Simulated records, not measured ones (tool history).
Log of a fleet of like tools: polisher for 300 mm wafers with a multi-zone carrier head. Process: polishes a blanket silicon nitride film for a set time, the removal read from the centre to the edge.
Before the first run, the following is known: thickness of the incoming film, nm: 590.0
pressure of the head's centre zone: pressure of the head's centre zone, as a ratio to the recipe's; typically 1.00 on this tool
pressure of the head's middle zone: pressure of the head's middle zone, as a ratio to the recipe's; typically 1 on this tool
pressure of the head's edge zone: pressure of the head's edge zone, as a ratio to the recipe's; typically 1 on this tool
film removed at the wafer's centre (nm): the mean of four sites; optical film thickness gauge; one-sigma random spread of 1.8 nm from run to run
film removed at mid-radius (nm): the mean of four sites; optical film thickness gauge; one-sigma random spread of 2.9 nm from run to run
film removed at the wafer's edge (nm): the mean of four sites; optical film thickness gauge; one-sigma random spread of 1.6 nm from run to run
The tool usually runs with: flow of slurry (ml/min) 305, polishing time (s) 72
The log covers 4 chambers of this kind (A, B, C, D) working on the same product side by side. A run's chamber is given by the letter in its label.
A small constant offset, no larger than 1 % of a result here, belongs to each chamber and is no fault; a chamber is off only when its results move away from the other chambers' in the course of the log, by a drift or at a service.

run   hour  flow of slurry (ml/min)  pressure of the head's centre zone  pressure of the head's middle zone  pressure of the head's edge zone  polishing time (s)  film removed at the wafer's centre (nm)  film removed at mid-radius (nm)  film removed at the wafer's edge (nm)
 1B    4.4                      305                                1.00                                   1                                 1                  72                                   236.30                           242.35                                 236.79
       6.5  -- chamber B: worn pad replaced by a new one
 2D    8.6                      305                                1.00                                   1                                 1                  72                                   237.23                           235.19                                 238.01
 3C   13.0                      305                                1.00                                   1                                 1                  72                                   235.77                           240.23                                 240.10
 4A   15.5                      305                                1.00                                   1                                 1                  72                                   237.65                           239.21                                 238.34
 5A   17.8                      365                                1.00                                   1                                 1                  72                                   241.38                           241.04                                 240.14
 6C   21.1                      365                                1.00                                   1                                 1                  72                                   239.64                           240.16                                 239.80
      25.5  -- chamber A: worn pad replaced by a new one
 7B   26.1                      365                                1.00                                   1                                 1                  72                                   244.59                           244.69                                 244.52
      28.9  -- chamber D: worn pad replaced by a new one
 8D   30.0                      365                                1.00                                   1                                 1                  72                                   237.75                           242.04                                 239.11
 9A   34.0                      305                                1.00                                   1                                 1                  72                                   234.87                           237.04                                 238.60
10B   36.9                      305                                0.96                                   1                                 1                  72                                   230.47                           238.78                                 237.59
11D   40.5                      305                                0.96                                   1                                 1                  72                                   229.49                           240.17                                 234.82
12C   43.2                      305                                0.96                                   1                                 1                  72                                   230.32                           236.52                                 238.35
13D   46.3                      305                                0.96                                   1                                 1                  72                                   229.80                           235.34                                 239.02
14C   51.2                      305                                1.00                                   1                                 1                  72                                   237.80                           235.81                                 238.25
      52.1  -- chamber C: worn pad replaced by a new one
15A   55.4                      305                                1.00                                   1                                 1                  72                                   233.57                           240.55                                 238.16
      55.9  -- chamber D: slurry nozzle cleaned
      59.6  -- chamber A: edge zone pressure recalibrated
16B   60.1                      305                                1.00                                   1                                 1                  72                                   238.51                           240.87                                 237.62
      62.3  -- chamber B: edge zone pressure recalibrated
      64.4  -- chamber C: edge zone pressure recalibrated
17C   64.9                      305                                1.00                                   1                                 1                  72                                   238.21                           239.20                                 237.83
18A   67.5                      305                                1.00                                   1                                 1                  72                                   234.84                           236.06                                 236.92
      69.6  -- chamber B: worn pad replaced by a new one
19B   72.4                      305                                1.00                                   1                                 1                  72                                   238.49                           237.28                                 240.39
20D   77.4                      305                                1.00                                   1                                 1                  72                                   237.05                           236.88                                 236.78
21C   82.0                      305                                1.00                                   1                                 1                  72                                   235.38                           232.63                                 238.25
22D   85.1                      305                                1.00                                   1                                 1                  72                                   236.70                           234.10                                 234.55
      85.9  -- chamber D: worn pad replaced by a new one
23B   89.6                      305                                1.00                                   1                                 1                  72                                   237.90                           235.58                                 238.53
24A   91.9                      305                                1.00                                   1                                 1                  72                                   234.53                           236.17                                 238.57
25C   94.8                      305                                1.00                                   1                                 1                  72                                   238.45                           241.35                                 241.26
26D   97.8                      305                                1.00                                   1                                 1                  72                                   235.19                           237.31                                 235.22
27B  100.2                      305                                1.00                                   1                                 1                  72                                   239.64                           237.62                                 234.58
28A  105.1                      305                                1.00                                   1                                 1                  72                                   235.23                           233.81                                 237.49
29A  109.1                      305                                1.04                                   1                                 1                  93                                   317.56                           306.06                                 306.97
30D  112.8                      305                                1.04                                   1                                 1                  93                                   319.50                           297.73                                 308.57
31C  117.7                      305                                1.04                                   1                                 1                  93                                   320.58                           303.76                                 307.81
32B  122.5                      305                                1.04                                   1                                 1                  93                                   323.47                           313.71                                 304.21

Next, every chamber runs the same settings. What will each give?
33A  126.2                      305                                1.08                                   1                                 1                  72                                        ?                                ?                                      ?
33B  126.2                      305                                1.08                                   1                                 1                  72                                        ?                                ?                                      ?
33C  126.2                      305                                1.08                                   1                                 1                  72                                        ?                                ?                                      ?
33D  126.2                      305                                1.08                                   1                                 1                  72                                        ?                                ?                                      ?

run  film removed at the wafer's centre (nm)  film removed at mid-radius (nm)  film removed at the wafer's edge (nm)
33A                                   259.02                           243.80                                 235.81
33B                                   256.11                           237.93                                 234.93
33C                                   261.63                           241.99                                 237.77
33D                                   260.41                           229.94                                 236.56
